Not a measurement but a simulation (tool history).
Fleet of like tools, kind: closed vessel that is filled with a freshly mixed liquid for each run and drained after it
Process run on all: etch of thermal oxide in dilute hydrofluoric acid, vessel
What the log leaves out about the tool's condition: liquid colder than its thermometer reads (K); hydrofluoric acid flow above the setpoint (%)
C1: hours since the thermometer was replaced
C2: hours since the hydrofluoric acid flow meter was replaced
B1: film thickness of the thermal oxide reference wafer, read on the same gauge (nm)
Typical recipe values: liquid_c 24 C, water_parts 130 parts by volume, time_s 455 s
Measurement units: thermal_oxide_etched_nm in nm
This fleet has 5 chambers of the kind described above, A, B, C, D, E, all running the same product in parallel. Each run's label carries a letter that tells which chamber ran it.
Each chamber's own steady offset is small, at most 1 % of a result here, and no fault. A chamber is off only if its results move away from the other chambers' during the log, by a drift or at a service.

Run 1C, hour 10.4: usual settings; C1 2841.1; C2 329; B1 80.009. Result: thermal_oxide_etched_nm 15.777 nm.
Run 2B, hour 20.7: usual settings; C1 1636.7; C2 494.8; B1 79.955. Result: thermal_oxide_etched_nm 15.949 nm.
Run 3D, hour 29.6: usual settings; C1 782; C2 1270.3; B1 80.005. Result: thermal_oxide_etched_nm 16.086 nm.
Run 4A, hour 39.3: usual settings; C1 297; C2 479.4; B1 79.996. Result: thermal_oxide_etched_nm 16.354 nm.
Run 5E, hour 48: usual settings; C1 1246.8; C2 146.6; B1 80.013. Result: thermal_oxide_etched_nm 15.869 nm.
Run 6B, hour 54.5: usual settings; C1 1670.5; C2 528.6; B1 80.032. Result: thermal_oxide_etched_nm 15.688 nm.
Run 7E, hour 62.4: usual settings; C1 1261.2; C2 161; B1 80.007. Result: thermal_oxide_etched_nm 15.837 nm.
Run 8A, hour 71.2: usual settings; C1 328.9; C2 511.3; B1 79.975. Result: thermal_oxide_etched_nm 16.05 nm.
Run 9C, hour 79: usual settings; C1 2909.7; C2 397.6; B1 79.993. Result: thermal_oxide_etched_nm 15.837 nm.
Run 10D, hour 84.5: usual settings but water_parts 180 parts by volume, time_s 265 s; C1 836.9; C2 1325.2; B1 79.985. Result: thermal_oxide_etched_nm 6.2742 nm.
At hour 87.8: chamber A: hydrofluoric acid flow meter replaced.
Run 11D, hour 95.8: usual settings but water_parts 180 parts by volume, time_s 265 s; C1 848.2; C2 1336.5; B1 80.007. Result: thermal_oxide_etched_nm 6.2511 nm.
Run 12C, hour 106: usual settings but water_parts 180 parts by volume, time_s 265 s; C1 2936.7; C2 424.6; B1 80.009. Result: thermal_oxide_etched_nm 6.2372 nm.
Run 13A, hour 114.8: usual settings but water_parts 180 parts by volume, time_s 265 s; C1 372.5; C2 27; B1 80.001. Result: thermal_oxide_etched_nm 6.3601 nm.
Run 14E, hour 121: usual settings but water_parts 180 parts by volume, time_s 265 s; C1 1319.8; C2 219.6; B1 80.024. Result: thermal_oxide_etched_nm 6.3791 nm.
Run 15B, hour 130.1: usual settings; C1 1746.1; C2 604.2; B1 79.977. Result: thermal_oxide_etched_nm 15.927 nm.
Run 16C, hour 135.7: usual settings; C1 2966.4; C2 454.3; B1 80.009. Result: thermal_oxide_etched_nm 16.197 nm.
Run 17B, hour 144.5: usual settings; C1 1760.5; C2 618.6; B1 80.019. Result: thermal_oxide_etched_nm 15.615 nm.
Run 18E, hour 150: usual settings; C1 1348.8; C2 248.6; B1 79.998. Result: thermal_oxide_etched_nm 16.208 nm.
Run 19A, hour 158.3: usual settings; C1 416; C2 70.5; B1 80.01. Result: thermal_oxide_etched_nm 16.059 nm.
Run 20D, hour 169.4: usual settings; C1 921.8; C2 1410.1; B1 79.999. Result: thermal_oxide_etched_nm 15.544 nm.
Run 21D, hour 175.4: usual settings; C1 927.8; C2 1416.1; B1 80.026. Result: thermal_oxide_etched_nm 15.47 nm.
Run 22E, hour 183.5: usual settings; C1 1382.3; C2 282.1; B1 80.018. Result: thermal_oxide_etched_nm 16.042 nm.
At hour 188.9: chamber B: thermometer replaced.
Run 23C, hour 193.5: usual settings; C1 3024.2; C2 512.1; B1 80.024. Result: thermal_oxide_etched_nm 15.797 nm.
At hour 199.2: chamber D: hydrofluoric acid flow meter replaced.
Run 24A, hour 201.6: usual settings; C1 459.3; C2 113.8; B1 79.979. Result: thermal_oxide_etched_nm 15.888 nm.
Run 25B, hour 212.7: usual settings; C1 23.8; C2 686.8; B1 79.967. Result: thermal_oxide_etched_nm 15.808 nm.
Run 26C, hour 223.1: usual settings; C1 3053.8; C2 541.7; B1 79.987. Result: thermal_oxide_etched_nm 15.749 nm.
Run 27D, hour 233.9: usual settings; C1 986.3; C2 34.8; B1 79.994. Result: thermal_oxide_etched_nm 15.221 nm.
Run 28B, hour 243.9: usual settings; C1 55; C2 718; B1 80.023. Result: thermal_oxide_etched_nm 15.996 nm.
Run 29A, hour 253.5: usual settings but water_parts 180 parts by volume, time_s 315 s; C1 511.2; C2 165.7; B1 80.027. Result: thermal_oxide_etched_nm 7.4058 nm.
Run 30E, hour 263.9: usual settings but water_parts 180 parts by volume, time_s 315 s; C1 1462.7; C2 362.5; B1 79.97. Result: thermal_oxide_etched_nm 7.5853 nm.
Run 31C, hour 270.2: usual settings but water_parts 180 parts by volume, time_s 315 s; C1 3100.9; C2 588.8; B1 80.029. Result: thermal_oxide_etched_nm 7.4751 nm.
Run 32D, hour 277.9: usual settings but water_parts 180 parts by volume, time_s 315 s; C1 1030.3; C2 78.8; B1 79.986. Result: thermal_oxide_etched_nm 7.2898 nm.
Run 33E, hour 284.9: usual settings but water_parts 180 parts by volume, time_s 315 s; C1 1483.7; C2 383.5; B1 79.988. Result: thermal_oxide_etched_nm 7.5437 nm.
Run 34A, hour 293.1: usual settings; C1 550.8; C2 205.3; B1 80.019. Result: thermal_oxide_etched_nm 15.956 nm.
Run 35B, hour 304.4: usual settings; C1 115.5; C2 778.5; B1 80.013. Result: thermal_oxide_etched_nm 16.173 nm.
Run 36D, hour 311.9: usual settings; C1 1064.3; C2 112.8; B1 79.971. Result: thermal_oxide_etched_nm 15.042 nm.
Run 37E, hour 320.6: usual settings; C1 1519.4; C2 419.2; B1 80.014. Result: thermal_oxide_etched_nm 15.866 nm.
Run 38B, hour 327.2: usual settings; C1 138.3; C2 801.3; B1 79.994. Result: thermal_oxide_etched_nm 15.416 nm.

Next, all 5 chambers run the settings below, one line each with question marks for the results. What does each chamber give?
Run 39A, hour 335.9: usual settings but liquid_c 19 C. Result: thermal_oxide_etched_nm ?.
Run 39B, hour 335.9: usual settings but liquid_c 19 C. Result: thermal_oxide_etched_nm ?.
Run 39C, hour 335.9: usual settings but liquid_c 19 C. Result: thermal_oxide_etched_nm ?.
Run 39D, hour 335.9: usual settings but liquid_c 19 C. Result: thermal_oxide_etched_nm ?.
Run 39E, hour 335.9: usual settings but liquid_c 19 C. Result: thermal_oxide_etched_nm ?.

run  thermal_oxide_etched_nm
39A                   13.167
39B                   13.168
39C                   13.023
39D                   12.277
39E                   13.146

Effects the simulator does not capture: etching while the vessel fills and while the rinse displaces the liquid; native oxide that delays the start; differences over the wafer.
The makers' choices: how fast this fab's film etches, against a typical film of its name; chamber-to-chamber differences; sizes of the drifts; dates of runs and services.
